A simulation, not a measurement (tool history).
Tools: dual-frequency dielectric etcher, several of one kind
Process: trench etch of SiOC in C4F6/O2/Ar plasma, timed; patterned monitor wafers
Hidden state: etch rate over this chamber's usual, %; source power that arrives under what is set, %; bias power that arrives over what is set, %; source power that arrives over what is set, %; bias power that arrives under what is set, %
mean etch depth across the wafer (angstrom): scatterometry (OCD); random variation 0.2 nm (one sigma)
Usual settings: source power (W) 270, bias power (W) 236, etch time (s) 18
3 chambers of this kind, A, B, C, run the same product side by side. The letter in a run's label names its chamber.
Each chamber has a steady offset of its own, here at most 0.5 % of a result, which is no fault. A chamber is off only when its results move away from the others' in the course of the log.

run	day	source power (W)	bias power (W)	etch time (s)	hours since the last wet clean	hours since the last source power generator calibration	hours since the last bias power generator calibration	read-back reference wafer on the same gauge, depth_nm	mean etch depth across the wafer (angstrom)
1A	0.462	270	236	18	463.2	1669.4	676.5	34.017	351.13
2C	0.921	270	236	18	244.0	143.3	326.6	34.043	351.95
3B	1.238	270	236	18	82.5	93.1	898.7	33.993	351.00
4B	1.621	270	236	18	91.7	102.3	907.9	34.049	352.55
5A	2.121	270	236	18	503.0	1709.2	716.3	33.985	350.00
6C	2.433	270	236	18	280.3	179.6	362.9	34.025	354.03
7B	2.850	270	236	18	121.2	131.8	937.4	33.989	350.12
8C	3.129	270	236	18	297.0	196.3	379.6	34.028	351.11
9A	3.508	230	236	18	536.3	1742.5	749.6	33.960	332.90
10B	3.758	230	236	18	143.0	153.6	959.2	33.938	331.15
11C	4.171	230	236	18	322.0	221.3	404.6	34.008	332.57
12A	4.629	270	236	18	563.2	1769.4	776.5	34.006	351.24
13A	5.154	270	236	18	575.8	1782.0	789.1	34.041	351.50
14B	5.529	270	236	18	185.5	196.1	1001.7	33.996	352.01
# day 5.625: chamber A: wet clean of the chamber
15C	5.858	270	236	18	362.5	261.8	445.1	33.962	351.23
16C	6.308	270	236	18	373.3	272.6	455.9	34.041	352.35
17B	6.592	270	236	18	211.0	221.6	1027.2	34.006	353.16
18A	6.912	310	236	18	31.0	1824.2	831.3	34.000	368.73
19B	7.329	310	236	18	228.7	239.3	1044.9	33.969	370.92
20A	7.567	310	236	18	46.7	1839.9	847.0	34.074	371.52
21C	8.017	270	236	18	414.3	313.6	496.9	34.004	352.35
22A	8.408	270	236	18	66.9	1860.1	867.2	34.033	351.52
23B	8.854	270	236	18	265.3	275.9	1081.5	33.995	351.98
24C	9.183	270	236	18	442.3	341.6	524.9	34.079	352.93

All 3 chambers run these settings next. Forecast each chamber's results:
25A	9.562	270	236	18					?
25B	9.562	270	236	18					?
25C	9.562	270	236	18					?

run	mean etch depth across the wafer (angstrom)
25A	349.88
25B	348.53
25C	354.02

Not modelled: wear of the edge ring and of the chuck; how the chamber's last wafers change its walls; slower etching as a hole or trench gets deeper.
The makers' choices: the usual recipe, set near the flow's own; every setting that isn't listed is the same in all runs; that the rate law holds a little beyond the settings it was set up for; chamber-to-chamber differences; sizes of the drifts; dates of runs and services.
